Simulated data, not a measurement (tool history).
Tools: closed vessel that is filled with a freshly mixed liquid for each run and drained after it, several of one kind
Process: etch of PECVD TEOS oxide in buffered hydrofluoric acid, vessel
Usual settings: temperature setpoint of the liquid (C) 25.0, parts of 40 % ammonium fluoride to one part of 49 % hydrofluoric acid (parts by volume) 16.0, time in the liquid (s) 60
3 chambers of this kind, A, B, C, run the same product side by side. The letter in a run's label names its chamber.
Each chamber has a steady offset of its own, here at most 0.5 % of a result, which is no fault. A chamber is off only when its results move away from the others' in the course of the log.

| run | hour | temperature setpoint of the liquid (C) | parts of 40 % ammonium fluoride to one part of 49 % hydrofluoric acid (parts by volume) | time in the liquid (s) | hours since the thermometer was replaced | hours since the hydrofluoric acid flow meter was replaced | read-back film thickness of the PECVD TEOS oxide reference wafer, read on the same gauge (nm) | thickness taken off the PECVD TEOS oxide on a monitor wafer (angstrom) |
|---|---|---|---|---|---|---|---|---|
| 1C | 10.1 | 25.0 | 16.0 | 60 | 38.0 | 447.7 | 139.99 | 1276.00 |
| 2B | 18.4 | 25.0 | 16.0 | 60 | 2436.9 | 589.9 | 140.03 | 1277.10 |
| 3A | 27.4 | 25.0 | 16.0 | 60 | 492.8 | 91.4 | 139.97 | 1272.20 |
| 4A | 33.3 | 25.0 | 16.0 | 60 | 498.7 | 97.3 | 139.98 | 1270.30 |
| 5C | 40.7 | 25.0 | 21.5 | 60 | 68.6 | 478.3 | 139.99 | 969.79 |
| 6B | 47.7 | 25.0 | 21.5 | 60 | 2466.2 | 619.2 | 140.01 | 970.94 |
| 7C | 58.8 | 25.0 | 21.5 | 60 | 86.7 | 496.4 | 140.00 | 973.47 |
| 8A | 65.5 | 25.0 | 16.0 | 60 | 530.9 | 129.5 | 140.04 | 1262.10 |
| 9B | 75.5 | 25.0 | 16.0 | 30 | 2494.0 | 647.0 | 139.96 | 635.12 |
| 10B | 81.4 | 25.0 | 16.0 | 30 | 2499.9 | 652.9 | 140.01 | 638.46 |
| 11C | 87.7 | 25.0 | 16.0 | 30 | 115.6 | 525.3 | 140.04 | 637.16 |
| 12A | 96.0 | 25.0 | 16.0 | 60 | 561.4 | 160.0 | 140.00 | 1278.10 |
| 13C | 103.3 | 25.0 | 16.0 | 60 | 131.2 | 540.9 | 140.00 | 1269.50 |
| 14B | 115.5 | 25.0 | 16.0 | 60 | 2534.0 | 687.0 | 140.00 | 1281.60 |
| 15A | 128.2 | 25.0 | 18.5 | 80 | 593.6 | 192.2 | 140.02 | 1470.90 |
| 16B | 138.5 | 25.0 | 18.5 | 80 | 2557.0 | 710.0 | 139.98 | 1475.90 |
| 17A | 146.3 | 25.0 | 18.5 | 80 | 611.7 | 210.3 | 140.03 | 1472.10 |
| 18C | 158.8 | 25.0 | 16.0 | 60 | 186.7 | 596.4 | 139.98 | 1269.40 |
|  | 167.7 | chamber A: thermometer replaced |
| 19A | 171.8 | 28.0 | 16.0 | 60 | 4.2 | 235.8 | 140.01 | 1495.40 |
|  | 180.3 | chamber B: thermometer replaced |
| 20C | 180.6 | 28.0 | 16.0 | 60 | 208.5 | 618.2 | 140.00 | 1496.00 |
| 21B | 190.1 | 28.0 | 16.0 | 60 | 9.9 | 761.6 | 139.98 | 1501.60 |
| 22A | 197.3 | 25.0 | 16.0 | 60 | 29.7 | 261.3 | 140.01 | 1270.40 |
| 23B | 207.3 | 25.0 | 16.0 | 60 | 27.1 | 778.8 | 140.04 | 1273.80 |
| 24C | 215.8 | 25.0 | 16.0 | 60 | 243.7 | 653.4 | 139.99 | 1271.50 |
| 25A | 228.7 | 25.0 | 16.0 | 60 | 61.1 | 292.7 | 139.97 | 1274.30 |
|  | 231.9 | chamber B: hydrofluoric acid flow meter replaced |
| 26C | 237.9 | 25.0 | 16.0 | 60 | 265.8 | 675.5 | 140.03 | 1283.50 |
| 27B | 244.2 | 25.0 | 16.0 | 60 | 64.0 | 12.3 | 139.95 | 1276.80 |
| 28C | 251.6 | 25.0 | 16.0 | 60 | 279.5 | 689.2 | 139.99 | 1278.40 |
| 29B | 263.9 | 25.0 | 16.0 | 60 | 83.7 | 32.0 | 139.95 | 1285.40 |
| 30A | 271.4 | 25.0 | 16.0 | 60 | 103.8 | 335.4 | 139.98 | 1275.30 |

Is one chamber off against the others, does the gauge drift, or is nothing wrong? If a chamber is off, say which, and what the likeliest cause is.

No chamber stands off beyond its own small offset, and the gauge holds steady.
